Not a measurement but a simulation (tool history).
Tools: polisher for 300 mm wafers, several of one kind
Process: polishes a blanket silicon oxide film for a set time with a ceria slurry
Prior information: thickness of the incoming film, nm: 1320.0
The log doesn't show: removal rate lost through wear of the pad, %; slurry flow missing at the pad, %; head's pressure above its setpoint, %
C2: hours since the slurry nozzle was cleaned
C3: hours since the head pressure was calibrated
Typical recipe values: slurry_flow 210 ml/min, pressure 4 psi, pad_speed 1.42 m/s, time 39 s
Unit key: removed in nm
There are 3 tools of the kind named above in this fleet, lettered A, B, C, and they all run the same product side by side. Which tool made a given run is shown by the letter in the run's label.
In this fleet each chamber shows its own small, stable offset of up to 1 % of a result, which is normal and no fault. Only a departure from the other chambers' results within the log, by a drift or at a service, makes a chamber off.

run 1C day=0.429 | slurry_flow=210 pressure=4 pad_speed=1.42 time=39 | wafers_polished_on_this_pad=168 C2=507.1 C3=671.1 | removed=369.24
run 2B day=0.796 | slurry_flow=210 pressure=4 pad_speed=1.42 time=39 | wafers_polished_on_this_pad=879 C2=64.3 C3=1273.1 | removed=375.53
run 3A day=1.146 | slurry_flow=210 pressure=4 pad_speed=1.42 time=39 | wafers_polished_on_this_pad=1179 C2=170.4 C3=443.3 | removed=376.28
run 4A day=1.404 | slurry_flow=210 pressure=4 pad_speed=1.42 time=39 | wafers_polished_on_this_pad=1245 C2=176.6 C3=449.5 | removed=369.91
run 5C day=1.729 | slurry_flow=210 pressure=4 pad_speed=1.42 time=39 | wafers_polished_on_this_pad=502 C2=538.3 C3=702.3 | removed=369.76
-- day=1.746 chamber A: worn pad replaced by a new one
run 6B day=2.254 | slurry_flow=210 pressure=4 pad_speed=1.16 time=39 | wafers_polished_on_this_pad=1254 C2=99.3 C3=1308.1 | removed=310.33
-- day=2.592 chamber C: head pressure recalibrated
run 7B day=2.596 | slurry_flow=210 pressure=4 pad_speed=1.16 time=39 | wafers_polished_on_this_pad=1342 C2=107.5 C3=1316.3 | removed=294.58
run 8C day=2.983 | slurry_flow=210 pressure=4 pad_speed=1.16 time=39 | wafers_polished_on_this_pad=825 C2=568.4 C3=9.5 | removed=294.76
run 9A day=3.446 | slurry_flow=210 pressure=4 pad_speed=1.42 time=39 | wafers_polished_on_this_pad=438 C2=225.6 C3=498.5 | removed=373.30
run 10C day=3.829 | slurry_flow=210 pressure=4 pad_speed=1.42 time=39 | wafers_polished_on_this_pad=1043 C2=588.7 C3=29.8 | removed=375.09
-- day=4.058 chamber C: worn pad replaced by a new one
run 11B day=4.117 | slurry_flow=210 pressure=4 pad_speed=1.42 time=39 | wafers_polished_on_this_pad=1733 C2=144.0 C3=1352.8 | removed=374.06
run 12A day=4.479 | slurry_flow=210 pressure=4 pad_speed=1.42 time=39 | wafers_polished_on_this_pad=704 C2=250.4 C3=523.3 | removed=368.39
run 13B day=4.796 | slurry_flow=210 pressure=4 pad_speed=1.42 time=39 | wafers_polished_on_this_pad=1908 C2=160.3 C3=1369.1 | removed=363.55
run 14A day=5.142 | slurry_flow=210 pressure=4 pad_speed=1.42 time=39 | wafers_polished_on_this_pad=874 C2=266.3 C3=539.2 | removed=367.93
run 15C day=5.538 | slurry_flow=210 pressure=4 pad_speed=1.42 time=39 | wafers_polished_on_this_pad=380 C2=629.7 C3=70.8 | removed=362.56
run 16B day=5.800 | slurry_flow=210 pressure=4 pad_speed=1.42 time=39 | wafers_polished_on_this_pad=2166 C2=184.4 C3=1393.2 | removed=359.41
run 17C day=6.312 | slurry_flow=210 pressure=4 pad_speed=1.42 time=39 | wafers_polished_on_this_pad=579 C2=648.3 C3=89.4 | removed=370.20
run 18A day=6.575 | slurry_flow=210 pressure=5 pad_speed=1.42 time=39 | wafers_polished_on_this_pad=1243 C2=300.7 C3=573.6 | removed=457.23
-- day=6.683 chamber A: worn pad replaced by a new one
run 19B day=7.117 | slurry_flow=210 pressure=5 pad_speed=1.42 time=39 | wafers_polished_on_this_pad=2505 C2=216.0 C3=1424.8 | removed=444.79
run 20C day=7.562 | slurry_flow=210 pressure=5 pad_speed=1.42 time=39 | wafers_polished_on_this_pad=901 C2=678.3 C3=119.4 | removed=467.70
run 21A day=7.892 | slurry_flow=210 pressure=4 pad_speed=1.42 time=39 | wafers_polished_on_this_pad=311 C2=332.3 C3=605.2 | removed=369.35
-- day=7.917 chamber C: worn pad replaced by a new one
run 22A day=8.179 | slurry_flow=210 pressure=4 pad_speed=1.42 time=39 | wafers_polished_on_this_pad=385 C2=339.2 C3=612.1 | removed=365.68
-- day=8.379 chamber B: head pressure recalibrated
run 23B day=8.604 | slurry_flow=210 pressure=4 pad_speed=1.42 time=39 | wafers_polished_on_this_pad=2888 C2=251.7 C3=5.4 | removed=348.35
run 24C day=9.038 | slurry_flow=210 pressure=4 pad_speed=1.42 time=39 | wafers_polished_on_this_pad=288 C2=713.7 C3=154.8 | removed=361.14
run 25B day=9.379 | slurry_flow=210 pressure=4 pad_speed=1.42 time=39 | wafers_polished_on_this_pad=3087 C2=270.3 C3=24.0 | removed=349.44
run 26A day=9.671 | slurry_flow=240 pressure=4 pad_speed=1.70 time=39 | wafers_polished_on_this_pad=769 C2=375.0 C3=647.9 | removed=453.01
run 27C day=9.996 | slurry_flow=240 pressure=4 pad_speed=1.70 time=39 | wafers_polished_on_this_pad=535 C2=736.7 C3=177.8 | removed=444.08
run 28A day=10.304 | slurry_flow=240 pressure=4 pad_speed=1.70 time=39 | wafers_polished_on_this_pad=932 C2=390.2 C3=663.1 | removed=455.07
run 29B day=10.842 | slurry_flow=210 pressure=4 pad_speed=1.42 time=39 | wafers_polished_on_this_pad=3463 C2=305.4 C3=59.1 | removed=333.30

All 3 chambers run these settings next. Forecast each chamber's results:
run 30A day=11.246 | slurry_flow=210 pressure=4 pad_speed=1.42 time=39 | removed=?
run 30B day=11.246 | slurry_flow=210 pressure=4 pad_speed=1.42 time=39 | removed=?
run 30C day=11.246 | slurry_flow=210 pressure=4 pad_speed=1.42 time=39 | removed=?

run=30A removed=361.32
run=30B removed=339.78
run=30C removed=370.47
